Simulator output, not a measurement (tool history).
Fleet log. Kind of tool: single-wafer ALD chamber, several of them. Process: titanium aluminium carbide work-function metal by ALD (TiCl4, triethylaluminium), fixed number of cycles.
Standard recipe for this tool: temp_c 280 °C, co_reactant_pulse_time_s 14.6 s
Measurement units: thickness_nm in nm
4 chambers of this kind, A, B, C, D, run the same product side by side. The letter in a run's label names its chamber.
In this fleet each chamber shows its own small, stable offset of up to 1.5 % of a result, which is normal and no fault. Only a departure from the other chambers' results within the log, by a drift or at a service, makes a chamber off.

run   hour  temp_c  co_reactant_pulse_time_s  hours since the last thermocouple change  hours since the last triethylaluminium bottle change  read-back reference wafer on the same gauge, thickness_nm  thickness_nm
 1C    5.1     280                      14.6                                    1160.4                                                 688.8                                                     1.5001        1.8486
 2A      9     280                      14.6                                     969.4                                                 149.5                                                        1.5        1.8746
 3D   15.6     280                      14.6                                     399.5                                                 316.4                                                     1.4989        1.8711
 4B   22.6     280                      14.6                                     284.5                                                 419.8                                                     1.4992        1.8746
 5A   30.9     280                      14.6                                     991.3                                                 171.4                                                     1.4981        1.8696
 6D   37.4     280                     12.65                                     421.3                                                 338.2                                                     1.4983        1.8569
 7B   41.5     280                     12.65                                     303.4                                                 438.7                                                     1.4984        1.8615
 8C   46.1     280                     12.65                                    1201.4                                                 729.8                                                     1.4984        1.8366
 9C   51.3     280                     12.65                                    1206.6                                                   735                                                     1.4979        1.8386
      53.6  -- chamber B: triethylaluminium bottle replaced
10D   58.3     280                      14.6                                     442.2                                                 359.1                                                     1.4974        1.8638
11B   65.8     280                      14.6                                     327.7                                                  12.2                                                     1.4973        1.8648
12A   69.5     269                     12.18                                    1029.9                                                   210                                                      1.498        1.7567
13B   76.8     269                     12.18                                     338.7                                                  23.2                                                     1.4974        1.7581
14A     85     269                     12.18                                    1045.4                                                 225.5                                                     1.4967        1.7547
15C   89.1     269                     12.18                                    1244.4                                                 772.8                                                      1.497        1.7425
16D   96.1     280                      14.6                                       480                                                 396.9                                                     1.4961        1.8616
17A    101     280                      14.6                                    1061.4                                                 241.5                                                     1.4965        1.8652
18D    107     280                      14.6                                     490.9                                                 407.8                                                     1.4961        1.8665
     109.7  -- chamber C: triethylaluminium bottle replaced
19C  113.3     280                      14.6                                    1268.6                                                   3.6                                                     1.4952        1.8478
20B  120.1     280                      14.6                                       382                                                  66.5                                                     1.4956        1.8685
21D  125.1     280                      14.6                                       509                                                 425.9                                                     1.4952        1.8619
22A  130.7     280                     11.72                                    1091.1                                                 271.2                                                     1.4949        1.8431
23B  138.1     280                     11.72                                       400                                                  84.5                                                     1.4955         1.841
24C  143.7     280                     11.72                                      1299                                                    34                                                     1.4947        1.8212
25A  148.1     280                     11.72                                    1108.5                                                 288.6                                                     1.4946        1.8408
26D  153.7     280                      14.6                                     537.6                                                 454.5                                                     1.4941        1.8648
27C  159.7     280                      14.6                                      1315                                                    50                                                     1.4939        1.8436
28B  164.7     280                      14.6                                     426.6                                                 111.1                                                     1.4937         1.865
29B    170     280                      14.6                                     431.9                                                 116.4                                                     1.4935         1.869
30A  173.9     280                      14.6                                    1134.3                                                 314.4                                                     1.4935        1.8644
31D  180.8     280                      14.6                                     564.7                                                 481.6                                                      1.493        1.8623
32C  187.8     280                      14.6                                    1343.1                                                  78.1                                                     1.4929        1.8444
33D  196.1     280                      14.6                                       580                                                 496.9                                                     1.4932        1.8573
34C  204.4     280                      14.6                                    1359.7                                                  94.7                                                      1.492        1.8431
35A  211.9     280                      14.6                                    1172.3                                                 352.4                                                     1.4921        1.8633
36B  216.3     280                      14.6                                     478.2                                                 162.7                                                     1.4919         1.861
37C    222     280                      14.6                                    1377.3                                                 112.3                                                      1.492        1.8415
38D  225.8     280                      14.6                                     609.7                                                 526.6                                                     1.4915        1.8661
39B  230.7     280                      14.6                                     492.6                                                 177.1                                                     1.4912        1.8679
40A  234.8     280                      14.6                                    1195.2                                                 375.3                                                     1.4915         1.857
41D  240.1     280                      14.6                                       624                                                 540.9                                                     1.4917        1.8588
42C  245.6     280                      14.6                                    1400.9                                                 135.9                                                     1.4909        1.8413

Does one chamber stand apart from the rest, does the shared gauge drift, or is all well apart from small per-chamber offsets? Give the chamber and the most likely cause, where there is one.

It is the gauge, not a chamber: its drift shows up in every chamber's results at once, and no chamber is off.
Likeliest cause: gauge reads low (%) = 0.615.
